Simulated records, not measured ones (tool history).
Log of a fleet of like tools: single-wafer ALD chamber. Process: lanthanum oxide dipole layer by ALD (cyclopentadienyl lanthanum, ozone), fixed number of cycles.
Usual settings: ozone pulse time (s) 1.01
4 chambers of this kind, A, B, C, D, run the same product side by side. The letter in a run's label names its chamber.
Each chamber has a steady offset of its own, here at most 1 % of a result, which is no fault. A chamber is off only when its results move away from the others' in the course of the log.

run	day	ozone pulse time (s)	hours since the last thermocouple change	hours since the last ozone generator service	read-back reference wafer on the same gauge, thickness_nm	mean film thickness on the monitor wafer (angstrom)
1A	0.233	1.01	460.1	332.8	0.42005	4.9729
2D	0.562	1.01	1403.7	41.7	0.42019	5.009
3B	0.871	1.01	1625.1	1501.8	0.42017	4.974
4C	1.129	1.01	687.2	660.5	0.4203	5.016
5A	1.425	1.01	488.7	361.4	0.42034	4.9883
6D	1.712	1.01	1431.3	69.3	0.42047	5.0079
7B	2.004	1.01	1652.3	1529	0.42063	4.9706
8C	2.238	1.01	713.8	687.1	0.42053	5.0139
9A	2.621	1.01	517.4	390.1	0.42072	4.9978
10B	2.875	1.01	1673.2	1549.9	0.42071	4.9667
11C	3.15	1.24	735.7	709	0.42091	5.2955
12D	3.546	1.24	1475.3	113.3	0.42101	5.286
13D	3.896	1.24	1483.7	121.7	0.42095	5.2818
14B	4.225	1.24	1705.6	1582.3	0.42111	5.2654
15A	4.517	1.01	562.9	435.6	0.421	5.0099
16C	4.746	1.16	774	747.3	0.42133	5.2143
17B	5.154	1.16	1727.9	1604.6	0.42136	5.1845
18A	5.354	1.16	583	455.7	0.42152	5.1993
19D	5.717	1.16	1527.4	165.4	0.42153	5.206
20C	6.129	1.01	807.2	780.5	0.4217	5.0189
21D	6.346	0.63	1542.5	180.5	0.4217	4.156
22B	6.558	0.63	1761.6	1638.3	0.42165	4.0683
23C	6.883	0.63	825.3	798.6	0.42173	4.1391
24A	7.171	0.63	626.6	499.3	0.42184	4.1579
25C	7.429	1.01	838.4	811.7	0.42177	5.0302
26A	7.746	1.01	640.4	513.1	0.42205	5.0047
27B	8.008	1.01	1796.4	1673.1	0.42209	4.9894

Next, every chamber runs the same settings. What will each give?
28A	8.333	1.01				?
28B	8.333	1.01				?
28C	8.333	1.01				?
28D	8.333	1.01				?

run	mean film thickness on the monitor wafer (angstrom)
28A	5.006
28B	4.9976
28C	5.0408
28D	5.0133

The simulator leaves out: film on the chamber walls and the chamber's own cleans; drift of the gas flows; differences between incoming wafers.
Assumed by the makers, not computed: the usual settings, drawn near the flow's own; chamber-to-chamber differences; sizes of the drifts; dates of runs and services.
